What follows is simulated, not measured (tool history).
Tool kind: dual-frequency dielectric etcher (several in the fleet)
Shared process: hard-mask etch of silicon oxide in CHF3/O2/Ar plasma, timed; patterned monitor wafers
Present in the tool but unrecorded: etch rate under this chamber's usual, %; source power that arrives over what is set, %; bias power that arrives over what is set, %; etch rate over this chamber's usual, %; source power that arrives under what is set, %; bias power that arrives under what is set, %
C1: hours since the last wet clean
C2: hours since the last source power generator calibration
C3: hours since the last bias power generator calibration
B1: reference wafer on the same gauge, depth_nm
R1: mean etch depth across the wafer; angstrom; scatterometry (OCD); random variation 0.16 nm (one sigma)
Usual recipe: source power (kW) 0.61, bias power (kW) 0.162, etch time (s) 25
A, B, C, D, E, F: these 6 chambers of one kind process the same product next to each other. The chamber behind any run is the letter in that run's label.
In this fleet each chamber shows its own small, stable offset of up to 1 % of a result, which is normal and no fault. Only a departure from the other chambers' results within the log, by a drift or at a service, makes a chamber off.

Run 1D, hour 12.2: usual settings; C1 395; C2 1205.8; C3 409.2; B1 56.462. Result: R1 479.56 angstrom.
Run 2F, hour 21.4: usual settings; C1 305; C2 1191; C3 2952.8; B1 56.482. Result: R1 474.72 angstrom.
Run 3B, hour 31.3: usual settings; C1 678.3; C2 930.6; C3 2983.8; B1 56.525. Result: R1 478.57 angstrom.
At hour 46: chamber B: wet clean of the chamber.
Run 4E, hour 47: usual settings; C1 344; C2 2001.5; C3 1366.5; B1 56.521. Result: R1 481.07 angstrom.
Run 5A, hour 54.4: usual settings; C1 426.1; C2 1987.1; C3 1270.6; B1 56.524. Result: R1 482.45 angstrom.
At hour 65.8: chamber D: wet clean of the chamber.
Run 6C, hour 68.6: usual settings; C1 266.3; C2 871.8; C3 1767.8; B1 56.496. Result: R1 477.92 angstrom.
Run 7C, hour 81.7: usual settings but bias power (kW) 0.178; C1 279.4; C2 884.9; C3 1780.9; B1 56.506. Result: R1 496.34 angstrom.
Run 8E, hour 94.6: usual settings but bias power (kW) 0.178; C1 391.6; C2 2049.1; C3 1414.1; B1 56.514. Result: R1 496 angstrom.
Run 9D, hour 107: usual settings but bias power (kW) 0.178; C1 41.3; C2 1300.6; C3 504; B1 56.491. Result: R1 492.89 angstrom.
Run 10B, hour 119.5: usual settings but bias power (kW) 0.178; C1 73.5; C2 1018.8; C3 3072; B1 56.507. Result: R1 493.78 angstrom.
Run 11F, hour 135.8: usual settings but bias power (kW) 0.178; C1 419.4; C2 1305.4; C3 3067.2; B1 56.522. Result: R1 490.89 angstrom.
Run 12A, hour 150.2: usual settings but bias power (kW) 0.178; C1 521.9; C2 2082.9; C3 1366.4; B1 56.466. Result: R1 501.46 angstrom.
Run 13B, hour 162.9: usual settings; C1 116.9; C2 1062.2; C3 3115.4; B1 56.481. Result: R1 478.9 angstrom.
At hour 168.9: chamber F: wet clean of the chamber.
Run 14C, hour 178.7: usual settings; C1 376.4; C2 981.9; C3 1877.9; B1 56.478. Result: R1 480.15 angstrom.
At hour 182.7: chamber C: wet clean of the chamber.
Run 15D, hour 189.7: usual settings; C1 124; C2 1383.3; C3 586.7; B1 56.54. Result: R1 474.78 angstrom.
Run 16E, hour 197.2: usual settings; C1 494.2; C2 2151.7; C3 1516.7; B1 56.535. Result: R1 479.93 angstrom.
Run 17A, hour 206.9: usual settings; C1 578.6; C2 2139.6; C3 1423.1; B1 56.498. Result: R1 483.28 angstrom.
Run 18F, hour 220.3: usual settings; C1 51.4; C2 1389.9; C3 3151.7; B1 56.533. Result: R1 477.59 angstrom.
Run 19E, hour 236: usual settings; C1 533; C2 2190.5; C3 1555.5; B1 56.54. Result: R1 483.74 angstrom.
At hour 243.1: chamber A: wet clean of the chamber.
Run 20D, hour 247.5: usual settings; C1 181.8; C2 1441.1; C3 644.5; B1 56.513. Result: R1 477.46 angstrom.
Run 21B, hour 261.2: usual settings but source power (kW) 0.49, etch time (s) 20.5; C1 215.2; C2 1160.5; C3 3213.7; B1 56.512. Result: R1 363.31 angstrom.
Run 22A, hour 276.6: usual settings but source power (kW) 0.49, etch time (s) 20.5; C1 33.6; C2 2209.3; C3 1492.8; B1 56.535. Result: R1 368.86 angstrom.
Run 23F, hour 287.3: usual settings but source power (kW) 0.49, etch time (s) 20.5; C1 118.4; C2 1456.9; C3 3218.7; B1 56.499. Result: R1 359.28 angstrom.
Run 24C, hour 301.3: usual settings but source power (kW) 0.49, etch time (s) 20.5; C1 118.6; C2 1104.5; C3 2000.5; B1 56.496. Result: R1 360.7 angstrom.
Run 25F, hour 310.7: usual settings but source power (kW) 0.49, etch time (s) 20.5; C1 141.8; C2 1480.3; C3 3242.1; B1 56.453. Result: R1 360.67 angstrom.
Run 26B, hour 322.2: usual settings but source power (kW) 0.49, etch time (s) 20.5; C1 276.2; C2 1221.5; C3 3274.7; B1 56.484. Result: R1 360.85 angstrom.
Run 27A, hour 332.5: usual settings; C1 89.5; C2 2265.2; C3 1548.7; B1 56.526. Result: R1 482.05 angstrom.
Run 28E, hour 340.3: usual settings; C1 637.3; C2 2294.8; C3 1659.8; B1 56.527. Result: R1 491.57 angstrom.
Run 29D, hour 350: usual settings; C1 284.3; C2 1543.6; C3 747; B1 56.495. Result: R1 476.26 angstrom.
Run 30C, hour 363.2: usual settings but bias power (kW) 0.15, etch time (s) 31; C1 180.5; C2 1166.4; C3 2062.4; B1 56.496. Result: R1 575.28 angstrom.
At hour 363.7: chamber F: bias power generator calibrated.
Run 31A, hour 376.4: usual settings but bias power (kW) 0.15, etch time (s) 31; C1 133.4; C2 2309.1; C3 1592.6; B1 56.488. Result: R1 582.64 angstrom.
Run 32C, hour 385.5: usual settings but bias power (kW) 0.15, etch time (s) 31; C1 202.8; C2 1188.7; C3 2084.7; B1 56.468. Result: R1 580.11 angstrom.
Run 33F, hour 399.1: usual settings but bias power (kW) 0.15, etch time (s) 31; C1 230.2; C2 1568.7; C3 35.4; B1 56.508. Result: R1 576.98 angstrom.
Run 34B, hour 411: usual settings but bias power (kW) 0.15, etch time (s) 31; C1 365; C2 1310.3; C3 3363.5; B1 56.488. Result: R1 583.45 angstrom.
Run 35D, hour 421.1: usual settings but bias power (kW) 0.15, etch time (s) 31; C1 355.4; C2 1614.7; C3 818.1; B1 56.496. Result: R1 578.37 angstrom.
Run 36E, hour 429.4: usual settings; C1 726.4; C2 2383.9; C3 1748.9; B1 56.426. Result: R1 493.21 angstrom.
Run 37F, hour 444.2: usual settings but source power (kW) 0.68, etch time (s) 30.5; C1 275.3; C2 1613.8; C3 80.5; B1 56.512. Result: R1 608.48 angstrom.

Next, all 6 chambers run the settings below, one line each with question marks for the results. What does each chamber give?
Run 38A, hour 456.1: usual settings but etch time (s) 19.5. Result: R1 ?.
Run 38B, hour 456.1: usual settings but etch time (s) 19.5. Result: R1 ?.
Run 38C, hour 456.1: usual settings but etch time (s) 19.5. Result: R1 ?.
Run 38D, hour 456.1: usual settings but etch time (s) 19.5. Result: R1 ?.
Run 38E, hour 456.1: usual settings but etch time (s) 19.5. Result: R1 ?.
Run 38F, hour 456.1: usual settings but etch time (s) 19.5. Result: R1 ?.

run      R1
38A  380.27
38B  376.62
38C  372.71
38D  373.06
38E  386.54
38F  370.58

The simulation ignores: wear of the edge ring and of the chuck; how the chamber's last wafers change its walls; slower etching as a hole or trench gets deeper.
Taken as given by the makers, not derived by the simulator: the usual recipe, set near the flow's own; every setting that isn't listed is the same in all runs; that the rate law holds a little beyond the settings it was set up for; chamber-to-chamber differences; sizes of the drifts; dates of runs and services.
